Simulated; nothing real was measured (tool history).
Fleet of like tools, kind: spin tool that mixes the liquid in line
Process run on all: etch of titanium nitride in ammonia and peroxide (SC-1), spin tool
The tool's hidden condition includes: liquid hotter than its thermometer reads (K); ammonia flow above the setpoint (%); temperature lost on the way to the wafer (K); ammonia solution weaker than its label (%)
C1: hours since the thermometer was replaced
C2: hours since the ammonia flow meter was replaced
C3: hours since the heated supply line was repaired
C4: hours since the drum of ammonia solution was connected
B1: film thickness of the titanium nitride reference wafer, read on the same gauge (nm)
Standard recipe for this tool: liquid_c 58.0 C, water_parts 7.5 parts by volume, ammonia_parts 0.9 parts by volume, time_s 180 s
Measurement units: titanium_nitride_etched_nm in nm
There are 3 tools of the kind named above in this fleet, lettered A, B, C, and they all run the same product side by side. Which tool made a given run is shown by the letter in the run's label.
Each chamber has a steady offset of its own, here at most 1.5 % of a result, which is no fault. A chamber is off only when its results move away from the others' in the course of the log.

Run 1C, hour 9.6: usual settings; C1 2058.1; C2 160.6; C3 2448.4; C4 624.0; B1 60.012. Result: titanium_nitride_etched_nm 43.388 nm.
Run 2B, hour 22.9: usual settings; C1 690.1; C2 1322.3; C3 1120.9; C4 993.4; B1 60.012. Result: titanium_nitride_etched_nm 43.949 nm.
Run 3A, hour 35.6: usual settings; C1 1106.9; C2 835.0; C3 601.3; C4 302.4; B1 59.995. Result: titanium_nitride_etched_nm 44.970 nm.
At hour 39.2: chamber A: new drum of ammonia solution connected.
Run 4A, hour 49.7: usual settings; C1 1121.0; C2 849.1; C3 615.4; C4 10.5; B1 60.012. Result: titanium_nitride_etched_nm 44.863 nm.
At hour 60.4: chamber B: new drum of ammonia solution connected.
Run 5B, hour 61.8: usual settings but liquid_c 53.5 C; C1 729.0; C2 1361.2; C3 1159.8; C4 1.5; B1 60.007. Result: titanium_nitride_etched_nm 32.941 nm.
Run 6C, hour 70.6: usual settings but liquid_c 53.5 C; C1 2119.1; C2 221.6; C3 2509.4; C4 685.0; B1 60.012. Result: titanium_nitride_etched_nm 32.334 nm.
Run 7A, hour 83.0: usual settings but liquid_c 53.5 C; C1 1154.3; C2 882.4; C3 648.7; C4 43.8; B1 59.989. Result: titanium_nitride_etched_nm 33.556 nm.
Run 8C, hour 96.7: usual settings; C1 2145.2; C2 247.7; C3 2535.5; C4 711.1; B1 60.017. Result: titanium_nitride_etched_nm 44.200 nm.
Run 9B, hour 112.4: usual settings; C1 779.6; C2 1411.8; C3 1210.4; C4 52.1; B1 60.014. Result: titanium_nitride_etched_nm 45.122 nm.
Run 10B, hour 125.5: usual settings; C1 792.7; C2 1424.9; C3 1223.5; C4 65.2; B1 60.002. Result: titanium_nitride_etched_nm 44.072 nm.
At hour 129.3: chamber A: heated supply line repaired.
Run 11A, hour 140.9: usual settings; C1 1212.2; C2 940.3; C3 11.6; C4 101.7; B1 59.983. Result: titanium_nitride_etched_nm 45.701 nm.
At hour 145.0: chamber C: heated supply line repaired.
Run 12C, hour 153.6: usual settings; C1 2202.1; C2 304.6; C3 8.7; C4 768.0; B1 60.000. Result: titanium_nitride_etched_nm 43.721 nm.
Run 13B, hour 167.9: usual settings; C1 835.1; C2 1467.3; C3 1265.9; C4 107.6; B1 59.988. Result: titanium_nitride_etched_nm 43.739 nm.
Run 14C, hour 183.1: usual settings; C1 2231.6; C2 334.1; C3 38.2; C4 797.5; B1 59.997. Result: titanium_nitride_etched_nm 44.715 nm.
At hour 190.4: chamber C: new drum of ammonia solution connected.
Run 15A, hour 197.4: usual settings; C1 1268.7; C2 996.8; C3 68.1; C4 158.2; B1 60.016. Result: titanium_nitride_etched_nm 45.663 nm.
Run 16C, hour 210.9: usual settings; C1 2259.4; C2 361.9; C3 66.0; C4 20.6; B1 60.005. Result: titanium_nitride_etched_nm 44.297 nm.
Run 17B, hour 225.7: usual settings but water_parts 5.5 parts by volume, time_s 245 s; C1 892.9; C2 1525.1; C3 1323.7; C4 165.4; B1 60.006. Result: titanium_nitride_etched_nm 70.126 nm.
Run 18A, hour 238.5: usual settings but water_parts 5.5 parts by volume, time_s 245 s; C1 1309.8; C2 1037.9; C3 109.2; C4 199.3; B1 60.006. Result: titanium_nitride_etched_nm 71.354 nm.
At hour 248.1: chamber C: ammonia flow meter replaced.
Run 19C, hour 252.6: usual settings but water_parts 5.5 parts by volume, time_s 245 s; C1 2301.1; C2 4.5; C3 107.7; C4 62.3; B1 59.986. Result: titanium_nitride_etched_nm 69.293 nm.
Run 20A, hour 260.4: usual settings; C1 1331.7; C2 1059.8; C3 131.1; C4 221.2; B1 60.003. Result: titanium_nitride_etched_nm 46.007 nm.
Run 21B, hour 271.6: usual settings; C1 938.8; C2 1571.0; C3 1369.6; C4 211.3; B1 60.000. Result: titanium_nitride_etched_nm 44.620 nm.
Run 22B, hour 284.1: usual settings; C1 951.3; C2 1583.5; C3 1382.1; C4 223.8; B1 59.978. Result: titanium_nitride_etched_nm 44.109 nm.
Run 23C, hour 291.0: usual settings; C1 2339.5; C2 42.9; C3 146.1; C4 100.7; B1 59.993. Result: titanium_nitride_etched_nm 43.408 nm.
Run 24A, hour 305.0: usual settings but liquid_c 64.0 C, time_s 105 s; C1 1376.3; C2 1104.4; C3 175.7; C4 265.8; B1 59.999. Result: titanium_nitride_etched_nm 40.070 nm.
Run 25C, hour 314.9: usual settings but liquid_c 64.0 C, time_s 105 s; C1 2363.4; C2 66.8; C3 170.0; C4 124.6; B1 60.018. Result: titanium_nitride_etched_nm 38.073 nm.
Run 26B, hour 325.0: usual settings but liquid_c 64.0 C, time_s 105 s; C1 992.2; C2 1624.4; C3 1423.0; C4 264.7; B1 60.006. Result: titanium_nitride_etched_nm 37.960 nm.
Run 27A, hour 336.8: usual settings; C1 1408.1; C2 1136.2; C3 207.5; C4 297.6; B1 60.011. Result: titanium_nitride_etched_nm 46.875 nm.
Run 28A, hour 352.4: usual settings but water_parts 8.5 parts by volume; C1 1423.7; C2 1151.8; C3 223.1; C4 313.2; B1 60.004. Result: titanium_nitride_etched_nm 44.617 nm.
Run 29C, hour 367.6: usual settings but water_parts 8.5 parts by volume; C1 2416.1; C2 119.5; C3 222.7; C4 177.3; B1 59.995. Result: titanium_nitride_etched_nm 40.448 nm.
Run 30B, hour 374.6: usual settings but water_parts 8.5 parts by volume; C1 1041.8; C2 1674.0; C3 1472.6; C4 314.3; B1 59.999. Result: titanium_nitride_etched_nm 41.816 nm.
At hour 382.8: chamber C: thermometer replaced.
Run 31C, hour 388.1: usual settings; C1 5.4; C2 140.0; C3 243.2; C4 197.8; B1 60.013. Result: titanium_nitride_etched_nm 43.221 nm.

The same settings go to every chamber for the next run, one line per chamber below. Forecast the results for each:
Run 32A, hour 399.5: usual settings. Result: titanium_nitride_etched_nm ?.
Run 32B, hour 399.5: usual settings. Result: titanium_nitride_etched_nm ?.
Run 32C, hour 399.5: usual settings. Result: titanium_nitride_etched_nm ?.

run  titanium_nitride_etched_nm
32A                      47.231
32B                      44.080
32C                      43.620

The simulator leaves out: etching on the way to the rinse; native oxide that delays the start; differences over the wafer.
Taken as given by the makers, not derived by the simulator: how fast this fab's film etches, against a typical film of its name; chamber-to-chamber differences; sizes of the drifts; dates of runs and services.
